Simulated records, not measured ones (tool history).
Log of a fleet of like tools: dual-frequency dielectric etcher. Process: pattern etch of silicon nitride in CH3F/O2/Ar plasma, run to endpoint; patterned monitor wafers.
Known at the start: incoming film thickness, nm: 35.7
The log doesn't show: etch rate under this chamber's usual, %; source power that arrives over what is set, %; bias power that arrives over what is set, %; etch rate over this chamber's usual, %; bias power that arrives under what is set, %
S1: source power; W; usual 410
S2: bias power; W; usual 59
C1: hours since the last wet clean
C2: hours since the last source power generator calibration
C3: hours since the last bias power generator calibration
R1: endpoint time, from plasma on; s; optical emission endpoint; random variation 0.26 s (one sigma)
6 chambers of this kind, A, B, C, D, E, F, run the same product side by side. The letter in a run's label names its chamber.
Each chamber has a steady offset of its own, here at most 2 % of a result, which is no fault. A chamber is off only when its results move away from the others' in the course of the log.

{"run": "1C", "hour": 5.0, "S1": 410, "S2": 59, "C1": 226.4, "C2": 2414.1, "C3": 1630.7, "R1": 54.217}
{"run": "2B", "hour": 10.2, "S1": 410, "S2": 59, "C1": 379.4, "C2": 2182.2, "C3": 286.5, "R1": 54.954}
{"hour": 14.5, "done": "chamber F: source power generator calibrated"}
{"run": "3F", "hour": 16.4, "S1": 410, "S2": 59, "C1": 152.7, "C2": 2.0, "C3": 578.5, "R1": 53.966}
{"run": "4E", "hour": 22.0, "S1": 410, "S2": 59, "C1": 39.2, "C2": 3319.6, "C3": 1927.1, "R1": 54.605}
{"run": "5D", "hour": 26.1, "S1": 410, "S2": 59, "C1": 360.3, "C2": 771.7, "C3": 3016.1, "R1": 54.721}
{"run": "6A", "hour": 31.6, "S1": 440, "S2": 67, "C1": 299.7, "C2": 194.4, "C3": 425.6, "R1": 50.51}
{"run": "7C", "hour": 36.1, "S1": 440, "S2": 67, "C1": 257.5, "C2": 2445.2, "C3": 1661.8, "R1": 50.866}
{"run": "8F", "hour": 41.3, "S1": 440, "S2": 67, "C1": 177.6, "C2": 26.9, "C3": 603.4, "R1": 50.883}
{"run": "9D", "hour": 44.6, "S1": 440, "S2": 67, "C1": 378.8, "C2": 790.2, "C3": 3034.6, "R1": 51.506}
{"run": "10A", "hour": 48.7, "S1": 440, "S2": 67, "C1": 316.8, "C2": 211.5, "C3": 442.7, "R1": 50.302}
{"run": "11B", "hour": 53.0, "S1": 440, "S2": 67, "C1": 422.2, "C2": 2225.0, "C3": 329.3, "R1": 50.848}
{"run": "12E", "hour": 56.9, "S1": 410, "S2": 59, "C1": 74.1, "C2": 3354.5, "C3": 1962.0, "R1": 54.561}
{"run": "13A", "hour": 61.1, "S1": 410, "S2": 59, "C1": 329.2, "C2": 223.9, "C3": 455.1, "R1": 54.182}
{"run": "14F", "hour": 66.3, "S1": 410, "S2": 59, "C1": 202.6, "C2": 51.9, "C3": 628.4, "R1": 54.713}
{"run": "15C", "hour": 72.2, "S1": 410, "S2": 59, "C1": 293.6, "C2": 2481.3, "C3": 1697.9, "R1": 54.609}
{"run": "16E", "hour": 76.2, "S1": 410, "S2": 59, "C1": 93.4, "C2": 3373.8, "C3": 1981.3, "R1": 54.284}
{"run": "17B", "hour": 82.2, "S1": 410, "S2": 59, "C1": 451.4, "C2": 2254.2, "C3": 358.5, "R1": 54.612}
{"run": "18D", "hour": 85.7, "S1": 490, "S2": 54, "C1": 419.9, "C2": 831.3, "C3": 3075.7, "R1": 52.929}
{"hour": 89.2, "done": "chamber C: wet clean of the chamber"}
{"run": "19B", "hour": 92.0, "S1": 490, "S2": 54, "C1": 461.2, "C2": 2264.0, "C3": 368.3, "R1": 52.632}
{"run": "20C", "hour": 97.1, "S1": 490, "S2": 54, "C1": 8.0, "C2": 2506.2, "C3": 1722.8, "R1": 52.191}
{"run": "21F", "hour": 102.7, "S1": 490, "S2": 54, "C1": 239.0, "C2": 88.3, "C3": 664.8, "R1": 53.173}
{"run": "22E", "hour": 106.4, "S1": 490, "S2": 54, "C1": 123.6, "C2": 3404.0, "C3": 2011.5, "R1": 52.101}
{"hour": 107.5, "done": "chamber B: wet clean of the chamber"}
{"run": "23D", "hour": 109.7, "S1": 490, "S2": 54, "C1": 443.9, "C2": 855.3, "C3": 3099.7, "R1": 52.315}
{"run": "24A", "hour": 113.1, "S1": 410, "S2": 59, "C1": 381.2, "C2": 275.9, "C3": 507.1, "R1": 53.912}
{"run": "25E", "hour": 119.1, "S1": 410, "S2": 59, "C1": 136.3, "C2": 3416.7, "C3": 2024.2, "R1": 54.234}
{"run": "26B", "hour": 125.3, "S1": 410, "S2": 59, "C1": 17.9, "C2": 2297.3, "C3": 401.6, "R1": 55.086}
{"run": "27A", "hour": 131.5, "S1": 410, "S2": 59, "C1": 399.6, "C2": 294.3, "C3": 525.5, "R1": 54.34}
{"run": "28D", "hour": 134.3, "S1": 320, "S2": 53, "C1": 468.5, "C2": 879.9, "C3": 3124.3, "R1": 62.956}
{"run": "29C", "hour": 138.9, "S1": 320, "S2": 53, "C1": 49.8, "C2": 2548.0, "C3": 1764.6, "R1": 62.053}
{"run": "30F", "hour": 144.0, "S1": 320, "S2": 53, "C1": 280.3, "C2": 129.6, "C3": 706.1, "R1": 62.716}
{"run": "31A", "hour": 149.5, "S1": 320, "S2": 53, "C1": 417.6, "C2": 312.3, "C3": 543.5, "R1": 61.583}
{"run": "32C", "hour": 156.0, "S1": 320, "S2": 53, "C1": 66.9, "C2": 2565.1, "C3": 1781.7, "R1": 62.384}
{"run": "33E", "hour": 158.9, "S1": 320, "S2": 53, "C1": 176.1, "C2": 3456.5, "C3": 2064.0, "R1": 61.609}
{"run": "34F", "hour": 164.6, "S1": 410, "S2": 59, "C1": 300.9, "C2": 150.2, "C3": 726.7, "R1": 55.372}
{"run": "35D", "hour": 168.6, "S1": 410, "S2": 59, "C1": 502.8, "C2": 914.2, "C3": 3158.6, "R1": 55.071}
{"run": "36B", "hour": 174.3, "S1": 410, "S2": 59, "C1": 66.9, "C2": 2346.3, "C3": 450.6, "R1": 54.644}
{"run": "37F", "hour": 179.1, "S1": 410, "S2": 59, "C1": 315.4, "C2": 164.7, "C3": 741.2, "R1": 55.794}

Next, every chamber runs the same settings. What will each give?
{"run": "38A", "hour": 183.7, "S1": 410, "S2": 65, "R1": "?"}
{"run": "38B", "hour": 183.7, "S1": 410, "S2": 65, "R1": "?"}
{"run": "38C", "hour": 183.7, "S1": 410, "S2": 65, "R1": "?"}
{"run": "38D", "hour": 183.7, "S1": 410, "S2": 65, "R1": "?"}
{"run": "38E", "hour": 183.7, "S1": 410, "S2": 65, "R1": "?"}
{"run": "38F", "hour": 183.7, "S1": 410, "S2": 65, "R1": "?"}

run=38A R1=52.544
run=38B R1=52.776
run=38C R1=52.641
run=38D R1=52.970
run=38E R1=52.535
run=38F R1=54.060

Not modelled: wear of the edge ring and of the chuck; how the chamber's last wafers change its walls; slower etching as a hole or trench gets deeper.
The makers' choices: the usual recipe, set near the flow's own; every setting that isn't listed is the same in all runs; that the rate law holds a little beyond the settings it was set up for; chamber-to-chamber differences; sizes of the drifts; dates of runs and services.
